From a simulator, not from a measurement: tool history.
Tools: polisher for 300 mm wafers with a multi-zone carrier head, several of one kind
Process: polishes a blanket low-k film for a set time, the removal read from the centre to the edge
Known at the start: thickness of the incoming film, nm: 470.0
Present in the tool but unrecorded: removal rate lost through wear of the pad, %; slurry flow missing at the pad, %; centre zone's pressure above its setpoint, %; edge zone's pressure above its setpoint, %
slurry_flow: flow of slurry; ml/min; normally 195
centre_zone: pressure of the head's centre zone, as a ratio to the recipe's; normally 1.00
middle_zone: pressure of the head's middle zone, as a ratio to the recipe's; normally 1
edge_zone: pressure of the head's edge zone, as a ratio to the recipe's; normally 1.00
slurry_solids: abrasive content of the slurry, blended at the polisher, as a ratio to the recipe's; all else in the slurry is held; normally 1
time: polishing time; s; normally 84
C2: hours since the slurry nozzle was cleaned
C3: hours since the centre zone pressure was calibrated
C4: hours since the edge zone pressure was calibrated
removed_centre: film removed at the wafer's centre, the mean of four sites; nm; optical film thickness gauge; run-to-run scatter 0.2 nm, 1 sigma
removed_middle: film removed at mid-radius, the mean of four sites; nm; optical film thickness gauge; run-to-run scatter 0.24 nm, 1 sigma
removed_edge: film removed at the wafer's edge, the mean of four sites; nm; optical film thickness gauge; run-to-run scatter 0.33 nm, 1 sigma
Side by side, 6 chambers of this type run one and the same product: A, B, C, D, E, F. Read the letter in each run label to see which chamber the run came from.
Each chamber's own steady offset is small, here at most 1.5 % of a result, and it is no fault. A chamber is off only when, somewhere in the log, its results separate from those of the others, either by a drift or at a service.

run 1E hour=6.5 | slurry_flow=195 centre_zone=1.00 middle_zone=1 edge_zone=1.00 slurry_solids=1 time=84 | wafers_polished_on_this_pad=446 C2=408.8 C3=465.2 C4=1126.0 | removed_centre=33.111 removed_middle=32.525 removed_edge=33.076
-- hour=18.0 chamber E: worn pad replaced by a new one
run 2B hour=18.6 | slurry_flow=195 centre_zone=1.00 middle_zone=1 edge_zone=1.00 slurry_solids=1 time=84 | wafers_polished_on_this_pad=623 C2=107.1 C3=204.7 C4=32.6 | removed_centre=32.651 removed_middle=32.750 removed_edge=32.490
run 3F hour=25.1 | slurry_flow=195 centre_zone=1.00 middle_zone=1 edge_zone=1.00 slurry_solids=1 time=84 | wafers_polished_on_this_pad=274 C2=595.2 C3=472.7 C4=414.9 | removed_centre=32.254 removed_middle=32.230 removed_edge=32.938
run 4D hour=36.8 | slurry_flow=195 centre_zone=1.00 middle_zone=1 edge_zone=1.00 slurry_solids=1 time=84 | wafers_polished_on_this_pad=1069 C2=71.8 C3=132.6 C4=586.9 | removed_centre=32.192 removed_middle=33.195 removed_edge=31.902
run 5A hour=49.4 | slurry_flow=195 centre_zone=1.00 middle_zone=1 edge_zone=1.00 slurry_solids=1 time=84 | wafers_polished_on_this_pad=625 C2=422.2 C3=390.5 C4=286.6 | removed_centre=32.725 removed_middle=32.376 removed_edge=32.396
-- hour=59.0 chamber B: worn pad replaced by a new one
run 6C hour=59.2 | slurry_flow=195 centre_zone=1.00 middle_zone=1 edge_zone=1.00 slurry_solids=1 time=84 | wafers_polished_on_this_pad=1188 C2=663.7 C3=360.9 C4=466.9 | removed_centre=32.486 removed_middle=32.079 removed_edge=32.731
-- hour=63.7 chamber A: worn pad replaced by a new one
-- hour=65.5 chamber F: worn pad replaced by a new one
run 7F hour=69.2 | slurry_flow=195 centre_zone=1.00 middle_zone=1 edge_zone=1.00 slurry_solids=1 time=84 | wafers_polished_on_this_pad=30 C2=639.3 C3=516.8 C4=459.0 | removed_centre=32.360 removed_middle=32.912 removed_edge=33.114
run 8A hour=75.9 | slurry_flow=195 centre_zone=1.00 middle_zone=1 edge_zone=1.00 slurry_solids=1 time=84 | wafers_polished_on_this_pad=102 C2=448.7 C3=417.0 C4=313.1 | removed_centre=32.612 removed_middle=32.504 removed_edge=32.561
run 9B hour=82.2 | slurry_flow=195 centre_zone=1.00 middle_zone=1 edge_zone=1.00 slurry_solids=1 time=84 | wafers_polished_on_this_pad=193 C2=170.7 C3=268.3 C4=96.2 | removed_centre=32.590 removed_middle=32.704 removed_edge=33.560
-- hour=90.1 chamber C: slurry nozzle cleaned
-- hour=90.4 chamber C: worn pad replaced by a new one
-- hour=90.6 chamber E: worn pad replaced by a new one
run 10D hour=93.7 | slurry_flow=195 centre_zone=1.00 middle_zone=1 edge_zone=1.00 slurry_solids=1 time=84 | wafers_polished_on_this_pad=1541 C2=128.7 C3=189.5 C4=643.8 | removed_centre=32.551 removed_middle=32.932 removed_edge=32.454
run 11C hour=104.4 | slurry_flow=195 centre_zone=1.00 middle_zone=1 edge_zone=1.00 slurry_solids=1 time=84 | wafers_polished_on_this_pad=116 C2=14.3 C3=406.1 C4=512.1 | removed_centre=33.025 removed_middle=32.996 removed_edge=32.765
-- hour=107.6 chamber D: worn pad replaced by a new one
run 12E hour=113.5 | slurry_flow=195 centre_zone=1.00 middle_zone=1 edge_zone=1.00 slurry_solids=1 time=84 | wafers_polished_on_this_pad=190 C2=515.8 C3=572.2 C4=1233.0 | removed_centre=33.064 removed_middle=32.533 removed_edge=32.624
run 13D hour=120.4 | slurry_flow=195 centre_zone=1.00 middle_zone=1 edge_zone=1.00 slurry_solids=1 time=84 | wafers_polished_on_this_pad=106 C2=155.4 C3=216.2 C4=670.5 | removed_centre=32.083 removed_middle=32.884 removed_edge=31.897
run 14E hour=127.2 | slurry_flow=195 centre_zone=1.07 middle_zone=1 edge_zone=1.00 slurry_solids=1 time=84 | wafers_polished_on_this_pad=304 C2=529.5 C3=585.9 C4=1246.7 | removed_centre=35.575 removed_middle=32.647 removed_edge=32.841
-- hour=131.2 chamber F: worn pad replaced by a new one
-- hour=138.5 chamber F: slurry nozzle cleaned
run 15B hour=138.6 | slurry_flow=195 centre_zone=1.07 middle_zone=1 edge_zone=1.00 slurry_solids=1 time=84 | wafers_polished_on_this_pad=661 C2=227.1 C3=324.7 C4=152.6 | removed_centre=35.367 removed_middle=32.765 removed_edge=32.483
run 16F hour=148.4 | slurry_flow=195 centre_zone=1.07 middle_zone=1 edge_zone=1.00 slurry_solids=1 time=84 | wafers_polished_on_this_pad=142 C2=9.9 C3=596.0 C4=538.2 | removed_centre=34.891 removed_middle=32.483 removed_edge=33.085
-- hour=149.6 chamber A: worn pad replaced by a new one
run 17A hour=154.6 | slurry_flow=195 centre_zone=1.07 middle_zone=1 edge_zone=1.00 slurry_solids=1 time=84 | wafers_polished_on_this_pad=42 C2=527.4 C3=495.7 C4=391.8 | removed_centre=35.231 removed_middle=32.638 removed_edge=32.954
-- hour=161.9 chamber E: worn pad replaced by a new one
run 18C hour=162.4 | slurry_flow=195 centre_zone=1.07 middle_zone=1 edge_zone=1.00 slurry_solids=1 time=84 | wafers_polished_on_this_pad=597 C2=72.3 C3=464.1 C4=570.1 | removed_centre=35.093 removed_middle=33.095 removed_edge=32.880
-- hour=163.0 chamber E: slurry nozzle cleaned
run 19A hour=172.3 | slurry_flow=195 centre_zone=1.07 middle_zone=1 edge_zone=1.00 slurry_solids=1 time=84 | wafers_polished_on_this_pad=189 C2=545.1 C3=513.4 C4=409.5 | removed_centre=35.643 removed_middle=32.098 removed_edge=33.046
-- hour=175.4 chamber B: worn pad replaced by a new one
run 20B hour=180.0 | slurry_flow=195 centre_zone=1.00 middle_zone=1 edge_zone=1.00 slurry_solids=1 time=84 | wafers_polished_on_this_pad=38 C2=268.5 C3=366.1 C4=194.0 | removed_centre=32.613 removed_middle=33.182 removed_edge=33.063
run 21F hour=185.6 | slurry_flow=195 centre_zone=1.00 middle_zone=1 edge_zone=1.00 slurry_solids=1 time=84 | wafers_polished_on_this_pad=451 C2=47.1 C3=633.2 C4=575.4 | removed_centre=32.632 removed_middle=32.422 removed_edge=32.737
-- hour=190.0 chamber F: edge zone pressure recalibrated
-- hour=194.2 chamber A: slurry nozzle cleaned
run 22D hour=194.6 | slurry_flow=195 centre_zone=1.00 middle_zone=1 edge_zone=1.00 slurry_solids=1 time=84 | wafers_polished_on_this_pad=722 C2=229.6 C3=290.4 C4=744.7 | removed_centre=32.287 removed_middle=33.197 removed_edge=32.018
-- hour=196.7 chamber F: worn pad replaced by a new one
run 23E hour=200.4 | slurry_flow=195 centre_zone=1.00 middle_zone=1 edge_zone=1.00 slurry_solids=1 time=84 | wafers_polished_on_this_pad=319 C2=37.5 C3=659.1 C4=1319.9 | removed_centre=32.596 removed_middle=32.446 removed_edge=33.577
run 24C hour=207.2 | slurry_flow=195 centre_zone=1.00 middle_zone=1 edge_zone=1.00 slurry_solids=1 time=84 | wafers_polished_on_this_pad=969 C2=117.1 C3=508.9 C4=614.9 | removed_centre=32.618 removed_middle=32.485 removed_edge=33.133
run 25C hour=219.5 | slurry_flow=195 centre_zone=1.00 middle_zone=1 edge_zone=1.12 slurry_solids=1 time=84 | wafers_polished_on_this_pad=1071 C2=129.4 C3=521.2 C4=627.2 | removed_centre=32.335 removed_middle=32.823 removed_edge=34.794
-- hour=224.8 chamber A: worn pad replaced by a new one
-- hour=226.6 chamber E: worn pad replaced by a new one
run 26D hour=228.0 | slurry_flow=195 centre_zone=1.00 middle_zone=1 edge_zone=1.12 slurry_solids=1 time=84 | wafers_polished_on_this_pad=999 C2=263.0 C3=323.8 C4=778.1 | removed_centre=32.196 removed_middle=32.920 removed_edge=34.596
-- hour=235.2 chamber D: centre zone pressure recalibrated
run 27E hour=236.9 | slurry_flow=195 centre_zone=1.00 middle_zone=1 edge_zone=1.12 slurry_solids=1 time=84 | wafers_polished_on_this_pad=85 C2=74.0 C3=695.6 C4=1356.4 | removed_centre=32.975 removed_middle=32.395 removed_edge=34.385
run 28A hour=247.7 | slurry_flow=195 centre_zone=1.00 middle_zone=1 edge_zone=1.12 slurry_solids=1 time=84 | wafers_polished_on_this_pad=190 C2=53.5 C3=588.8 C4=484.9 | removed_centre=33.057 removed_middle=32.527 removed_edge=35.420
-- hour=254.2 chamber A: edge zone pressure recalibrated
-- hour=258.0 chamber F: worn pad replaced by a new one
run 29F hour=260.0 | slurry_flow=195 centre_zone=1.00 middle_zone=1 edge_zone=1.12 slurry_solids=1 time=84 | wafers_polished_on_this_pad=17 C2=121.5 C3=707.6 C4=70.0 | removed_centre=32.789 removed_middle=32.608 removed_edge=34.960
-- hour=269.0 chamber C: worn pad replaced by a new one
run 30B hour=270.2 | slurry_flow=195 centre_zone=1.00 middle_zone=1 edge_zone=1.12 slurry_solids=1 time=84 | wafers_polished_on_this_pad=786 C2=358.7 C3=456.3 C4=284.2 | removed_centre=32.256 removed_middle=32.635 removed_edge=34.275
run 31A hour=278.1 | slurry_flow=235 centre_zone=1.00 middle_zone=1 edge_zone=1.00 slurry_solids=1 time=84 | wafers_polished_on_this_pad=442 C2=83.9 C3=619.2 C4=23.9 | removed_centre=33.825 removed_middle=33.486 removed_edge=33.407
-- hour=279.9 chamber D: worn pad replaced by a new one
-- hour=287.0 chamber B: worn pad replaced by a new one
run 32F hour=288.9 | slurry_flow=235 centre_zone=1.00 middle_zone=1 edge_zone=1.00 slurry_solids=1 time=84 | wafers_polished_on_this_pad=256 C2=150.4 C3=736.5 C4=98.9 | removed_centre=33.284 removed_middle=33.143 removed_edge=33.580
-- hour=290.6 chamber E: worn pad replaced by a new one
run 33C hour=296.5 | slurry_flow=235 centre_zone=1.00 middle_zone=1 edge_zone=1.00 slurry_solids=1 time=84 | wafers_polished_on_this_pad=228 C2=206.4 C3=598.2 C4=704.2 | removed_centre=33.642 removed_middle=33.602 removed_edge=33.328
run 34D hour=306.1 | slurry_flow=235 centre_zone=1.00 middle_zone=1 edge_zone=1.00 slurry_solids=1 time=84 | wafers_polished_on_this_pad=217 C2=341.1 C3=70.9 C4=856.2 | removed_centre=33.197 removed_middle=33.867 removed_edge=32.531
run 35E hour=318.3 | slurry_flow=235 centre_zone=1.00 middle_zone=1 edge_zone=1.00 slurry_solids=1 time=84 | wafers_polished_on_this_pad=230 C2=155.4 C3=777.0 C4=1437.8 | removed_centre=34.313 removed_middle=33.324 removed_edge=33.763
run 36B hour=325.5 | slurry_flow=235 centre_zone=1.00 middle_zone=1 edge_zone=1.00 slurry_solids=1 time=84 | wafers_polished_on_this_pad=320 C2=414.0 C3=511.6 C4=339.5 | removed_centre=33.837 removed_middle=33.283 removed_edge=33.436
run 37D hour=334.9 | slurry_flow=195 centre_zone=1.00 middle_zone=1 edge_zone=1.00 slurry_solids=1 time=84 | wafers_polished_on_this_pad=456 C2=369.9 C3=99.7 C4=885.0 | removed_centre=32.581 removed_middle=32.750 removed_edge=32.044

Is one chamber out of step, is the gauge drifting, or do the chambers differ by no more than their own small offsets? For an off chamber, give its letter and the likeliest cause.

The fleet is healthy, with each chamber sitting at its usual small offset and no drift in the gauge.
